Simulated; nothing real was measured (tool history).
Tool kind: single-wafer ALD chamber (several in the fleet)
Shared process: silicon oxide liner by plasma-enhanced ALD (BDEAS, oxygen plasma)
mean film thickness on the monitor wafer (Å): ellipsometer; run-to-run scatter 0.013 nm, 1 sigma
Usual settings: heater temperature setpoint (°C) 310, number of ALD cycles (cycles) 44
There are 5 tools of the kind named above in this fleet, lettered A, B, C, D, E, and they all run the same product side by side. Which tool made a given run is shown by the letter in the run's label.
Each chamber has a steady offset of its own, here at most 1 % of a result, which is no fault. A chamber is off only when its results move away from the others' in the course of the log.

run,hour,heater temperature setpoint (°C),number of ALD cycles (cycles),hours since the last thermocouple change,"read-back reference wafer on the same gauge, thickness_nm",mean film thickness on the monitor wafer (Å)
1D,3.9,310,44,1336.8,3.5171,40.184
2C,10.6,310,44,71.4,3.5211,40.065
3B,17.0,310,44,573.4,3.5192,40.625
4A,21.1,310,44,1760.3,3.5219,40.386
5E,25.0,310,44,525.6,3.5223,40.317
6B,28.7,310,47,585.1,3.5199,43.024
7A,34.9,310,47,1774.1,3.5187,43.050
8D,41.0,310,47,1373.9,3.5186,42.894
9C,45.0,310,47,105.8,3.5209,42.924
10E,48.7,310,47,549.3,3.5180,42.941
11A,52.4,310,44,1791.6,3.5202,40.061
12C,57.6,310,44,118.4,3.5231,40.363
13D,63.5,310,44,1396.4,3.5219,40.254
14B,70.0,310,44,626.4,3.5192,40.459
15E,73.9,310,44,574.5,3.5202,39.948
16E,79.5,319,50,580.1,3.5201,44.891
17A,85.9,319,50,1825.1,3.5231,45.167
18C,90.1,319,50,150.9,3.5220,45.003
19B,97.2,319,50,653.6,3.5197,45.437
20D,104.0,319,50,1436.9,3.5152,45.039
21A,110.2,310,44,1849.4,3.5175,40.120
22B,115.0,310,44,671.4,3.5205,40.429
23D,118.2,310,44,1451.1,3.5171,40.164
24C,122.1,310,44,182.9,3.5205,40.045
25E,127.2,310,44,627.8,3.5180,40.171
26A,131.8,322,53,1871.0,3.5207,47.469
27D,135.2,322,53,1468.1,3.5173,47.793
28B,141.1,322,53,697.5,3.5195,48.080
29C,146.1,322,53,206.9,3.5223,47.620
30E,153.2,322,53,653.8,3.5203,47.302
31E,157.2,310,44,657.8,3.5187,39.916
32A,164.1,310,44,1903.3,3.5192,40.296
33B,169.3,301,44,725.7,3.5233,41.040
34D,173.5,301,44,1506.4,3.5212,40.796
35C,176.7,301,44,237.5,3.5206,40.701
36E,182.2,301,44,682.8,3.5200,40.322
37C,186.7,301,44,247.5,3.5212,40.744
38A,191.9,310,44,1931.1,3.5190,39.966
39B,198.9,310,44,755.3,3.5206,40.204
40D,204.8,310,44,1537.7,3.5208,40.259
41B,211.0,310,44,767.4,3.5188,40.588
42D,215.0,310,44,1547.9,3.5188,40.330
43C,221.9,310,44,282.7,3.5229,40.263
44A,226.9,318,49,1966.1,3.5221,44.021

Decide between three cases: one chamber stands off from its peers, the gauge reading all wafers drifts, or nothing is wrong past each chamber's small offset. Where a chamber is off, say which and what most likely put it there.

No chamber is off and the gauge is stable; the differences are just each chamber's small, constant offset.
